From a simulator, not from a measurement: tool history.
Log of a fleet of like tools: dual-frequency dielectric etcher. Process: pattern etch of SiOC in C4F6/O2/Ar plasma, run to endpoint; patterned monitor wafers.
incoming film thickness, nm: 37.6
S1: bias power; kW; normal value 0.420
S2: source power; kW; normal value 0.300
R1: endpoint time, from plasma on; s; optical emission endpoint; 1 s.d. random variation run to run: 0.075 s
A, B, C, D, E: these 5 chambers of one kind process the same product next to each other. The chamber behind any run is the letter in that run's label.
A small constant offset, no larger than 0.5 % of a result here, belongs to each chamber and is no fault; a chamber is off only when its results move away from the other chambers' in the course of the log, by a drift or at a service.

run   hour     S1     S2      R1
 1E    9.0  0.420  0.300  15.066
 2D   18.8  0.420  0.300  14.969
 3C   28.2  0.420  0.300  14.994
 4B   37.4  0.420  0.300  15.061
 5A   45.7  0.420  0.300  14.997
      45.8  -- chamber A: source power generator calibrated
 6E   55.7  0.420  0.370  13.847
 7D   64.7  0.420  0.370  13.929
 8A   71.9  0.420  0.370  13.896
 9B   85.6  0.420  0.370  13.939
      86.7  -- chamber E: wet clean of the chamber
10C   92.9  0.420  0.370  13.992
11A  101.7  0.420  0.300  15.202
12C  108.6  0.517  0.360  12.996
13D  120.9  0.517  0.360  13.035
14B  134.6  0.517  0.360  13.034
15E  140.8  0.517  0.360  12.955
16D  153.7  0.517  0.360  12.972
17E  167.2  0.511  0.300  14.030
18C  180.1  0.511  0.300  13.981
19A  190.6  0.511  0.300  13.942
     196.5  -- chamber C: wet clean of the chamber
20B  200.9  0.511  0.300  13.988
21C  214.6  0.511  0.300  13.887
22E  225.7  0.420  0.300  15.086
23B  236.7  0.420  0.300  15.135
     241.1  -- chamber A: bias power generator calibrated
24A  245.3  0.420  0.300  15.065
25D  252.8  0.420  0.300  14.991
     256.2  -- chamber D: wet clean of the chamber
26C  261.6  0.420  0.300  14.826
27D  270.5  0.420  0.300  14.921
28A  283.0  0.420  0.300  15.091
29B  296.9  0.420  0.300  14.985
30E  306.0  0.420  0.300  14.949
31E  315.9  0.420  0.300  15.143

Next, every chamber runs the same settings. What will each give?
32A  326.0  0.420  0.230   ?
32B  326.0  0.420  0.230   ?
32C  326.0  0.420  0.230   ?
32D  326.0  0.420  0.230   ?
32E  326.0  0.420  0.230   ?

run      R1
32A  16.559
32B  16.624
32C  16.428
32D  16.693
32E  16.648
